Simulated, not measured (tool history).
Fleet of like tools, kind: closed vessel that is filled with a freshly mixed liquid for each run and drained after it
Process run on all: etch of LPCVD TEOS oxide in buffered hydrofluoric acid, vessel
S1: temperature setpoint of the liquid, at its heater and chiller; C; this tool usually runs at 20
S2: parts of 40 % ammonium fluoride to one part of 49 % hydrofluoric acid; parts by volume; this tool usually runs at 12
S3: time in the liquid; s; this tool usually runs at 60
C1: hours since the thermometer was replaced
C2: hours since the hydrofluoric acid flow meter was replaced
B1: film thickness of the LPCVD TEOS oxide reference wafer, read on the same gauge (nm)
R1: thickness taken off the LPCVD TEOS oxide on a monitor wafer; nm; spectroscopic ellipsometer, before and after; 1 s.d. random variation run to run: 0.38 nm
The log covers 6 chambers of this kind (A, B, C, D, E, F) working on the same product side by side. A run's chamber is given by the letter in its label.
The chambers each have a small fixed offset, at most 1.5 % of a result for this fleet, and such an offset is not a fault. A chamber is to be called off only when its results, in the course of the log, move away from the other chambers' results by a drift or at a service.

Run 1B, hour 12.6: usual settings; C1 1760.5; C2 227.2; B1 90.005. Result: R1 81.029 nm.
At hour 21.7: chamber C: hydrofluoric acid flow meter replaced.
Run 2A, hour 26: usual settings; C1 1008.8; C2 54.2; B1 90.013. Result: R1 81.624 nm.
Run 3C, hour 35.7: usual settings; C1 788.8; C2 14.1; B1 90. Result: R1 79.861 nm.
Run 4F, hour 50.2: usual settings; C1 861.6; C2 1978.2; B1 89.985. Result: R1 80.561 nm.
Run 5E, hour 64.8: usual settings but S3 40 s; C1 85.3; C2 1945.8; B1 89.978. Result: R1 53.472 nm.
Run 6D, hour 71.7: usual settings but S3 40 s; C1 576.8; C2 1190.2; B1 89.999. Result: R1 54.167 nm.
Run 7B, hour 83.8: usual settings but S3 40 s; C1 1831.7; C2 298.4; B1 89.986. Result: R1 53.439 nm.
Run 8A, hour 94.1: usual settings but S3 40 s; C1 1076.9; C2 122.3; B1 90. Result: R1 53.995 nm.
Run 9D, hour 105.9: usual settings but S3 40 s; C1 611; C2 1224.4; B1 89.99. Result: R1 53.879 nm.
Run 10E, hour 113.9: usual settings but S3 40 s; C1 134.4; C2 1994.9; B1 90.003. Result: R1 53.322 nm.
Run 11F, hour 122.8: usual settings; C1 934.2; C2 2050.8; B1 89.999. Result: R1 80.946 nm.
Run 12C, hour 130.1: usual settings; C1 883.2; C2 108.5; B1 90.002. Result: R1 80.559 nm.
Run 13D, hour 141.4: usual settings; C1 646.5; C2 1259.9; B1 90.011. Result: R1 81.075 nm.
Run 14E, hour 150.1: usual settings but S1 17.5 C, S3 95 s; C1 170.6; C2 2031.1; B1 90.005. Result: R1 110.07 nm.
Run 15C, hour 161.7: usual settings but S1 17.5 C, S3 95 s; C1 914.8; C2 140.1; B1 89.998. Result: R1 109.48 nm.
At hour 162.5: chamber D: thermometer replaced.
Run 16A, hour 170.3: usual settings but S1 17.5 C, S3 95 s; C1 1153.1; C2 198.5; B1 90.001. Result: R1 111.91 nm.
At hour 181.9: chamber E: hydrofluoric acid flow meter replaced.
Run 17B, hour 183.6: usual settings but S1 17.5 C, S3 95 s; C1 1931.5; C2 398.2; B1 89.993. Result: R1 110.91 nm.
Run 18F, hour 190.6: usual settings but S1 17.5 C, S3 95 s; C1 1002; C2 2118.6; B1 90.009. Result: R1 110.36 nm.
Run 19F, hour 202.2: usual settings but S1 17.5 C, S3 95 s; C1 1013.6; C2 2130.2; B1 90.006. Result: R1 111.14 nm.
Run 20D, hour 215.5: usual settings; C1 53.1; C2 1334; B1 90.007. Result: R1 80.108 nm.
At hour 219.7: chamber F: hydrofluoric acid flow meter replaced.
Run 21C, hour 228.5: usual settings; C1 981.6; C2 206.9; B1 90.004. Result: R1 79.913 nm.
Run 22A, hour 242.9: usual settings; C1 1225.7; C2 271.1; B1 90.013. Result: R1 81.075 nm.
Run 23B, hour 252.8: usual settings; C1 2000.7; C2 467.4; B1 89.993. Result: R1 80.17 nm.
Run 24E, hour 259.3: usual settings but S1 17.5 C, S2 13.5 parts by volume; C1 279.8; C2 77.5; B1 89.992. Result: R1 62.316 nm.
Run 25F, hour 266.8: usual settings but S1 17.5 C, S2 13.5 parts by volume; C1 1078.2; C2 47.2; B1 89.997. Result: R1 62.662 nm.
Run 26C, hour 274.3: usual settings but S1 17.5 C, S2 13.5 parts by volume; C1 1027.4; C2 252.7; B1 89.997. Result: R1 61.686 nm.
Run 27B, hour 282: usual settings but S1 17.5 C, S2 13.5 parts by volume; C1 2029.9; C2 496.6; B1 90.002. Result: R1 62.176 nm.
At hour 291.2: chamber B: hydrofluoric acid flow meter replaced.
Run 28A, hour 295: usual settings but S1 17.5 C, S2 13.5 parts by volume; C1 1277.8; C2 323.2; B1 90.003. Result: R1 62.329 nm.
Run 29D, hour 305.1: usual settings but S1 17.5 C, S2 13.5 parts by volume; C1 142.7; C2 1423.6; B1 90.003. Result: R1 62.931 nm.
Run 30E, hour 318.9: usual settings but S1 17 C, S3 80 s; C1 339.4; C2 137.1; B1 89.994. Result: R1 90.492 nm.
Run 31A, hour 329.6: usual settings but S1 17 C, S3 80 s; C1 1312.4; C2 357.8; B1 89.998. Result: R1 92.051 nm.
Run 32B, hour 340.5: usual settings but S1 17 C, S3 80 s; C1 2088.4; C2 49.3; B1 90.017. Result: R1 89.806 nm.
Run 33E, hour 352.1: usual settings but S1 17 C, S3 80 s; C1 372.6; C2 170.3; B1 90.008. Result: R1 90.351 nm.
Run 34D, hour 363.5: usual settings but S1 17 C, S3 80 s; C1 201.1; C2 1482; B1 90.002. Result: R1 91.226 nm.
Run 35C, hour 376.8: usual settings but S1 17 C, S3 80 s; C1 1129.9; C2 355.2; B1 89.983. Result: R1 90.276 nm.
Run 36F, hour 389.2: usual settings but S1 24 C; C1 1200.6; C2 169.6; B1 89.992. Result: R1 101.58 nm.
Run 37F, hour 403.6: usual settings but S1 24 C; C1 1215; C2 184; B1 90.001. Result: R1 101.28 nm.
Run 38E, hour 412.1: usual settings but S1 24 C; C1 432.6; C2 230.3; B1 89.981. Result: R1 100.43 nm.
Run 39A, hour 423.6: usual settings but S1 24 C; C1 1406.4; C2 451.8; B1 90.003. Result: R1 102.11 nm.
Run 40C, hour 436.7: usual settings but S1 24 C; C1 1189.8; C2 415.1; B1 89.995. Result: R1 99.738 nm.
Run 41B, hour 449.7: usual settings but S1 24 C; C1 2197.6; C2 158.5; B1 90.009. Result: R1 100.88 nm.
Run 42D, hour 459.2: usual settings; C1 296.8; C2 1577.7; B1 90.009. Result: R1 81.526 nm.
Run 43C, hour 470.6: usual settings; C1 1223.7; C2 449; B1 90.01. Result: R1 80.335 nm.

The same settings go to every chamber for the next run, one line per chamber below. Forecast the results for each:
Run 44A, hour 481.1: usual settings but S1 17 C. Result: R1 ?.
Run 44B, hour 481.1: usual settings but S1 17 C. Result: R1 ?.
Run 44C, hour 481.1: usual settings but S1 17 C. Result: R1 ?.
Run 44D, hour 481.1: usual settings but S1 17 C. Result: R1 ?.
Run 44E, hour 481.1: usual settings but S1 17 C. Result: R1 ?.
Run 44F, hour 481.1: usual settings but S1 17 C. Result: R1 ?.

run      R1
44A  68.621
44B  67.773
44C  67.055
44D  68.327
44E  67.614
44F  68.193

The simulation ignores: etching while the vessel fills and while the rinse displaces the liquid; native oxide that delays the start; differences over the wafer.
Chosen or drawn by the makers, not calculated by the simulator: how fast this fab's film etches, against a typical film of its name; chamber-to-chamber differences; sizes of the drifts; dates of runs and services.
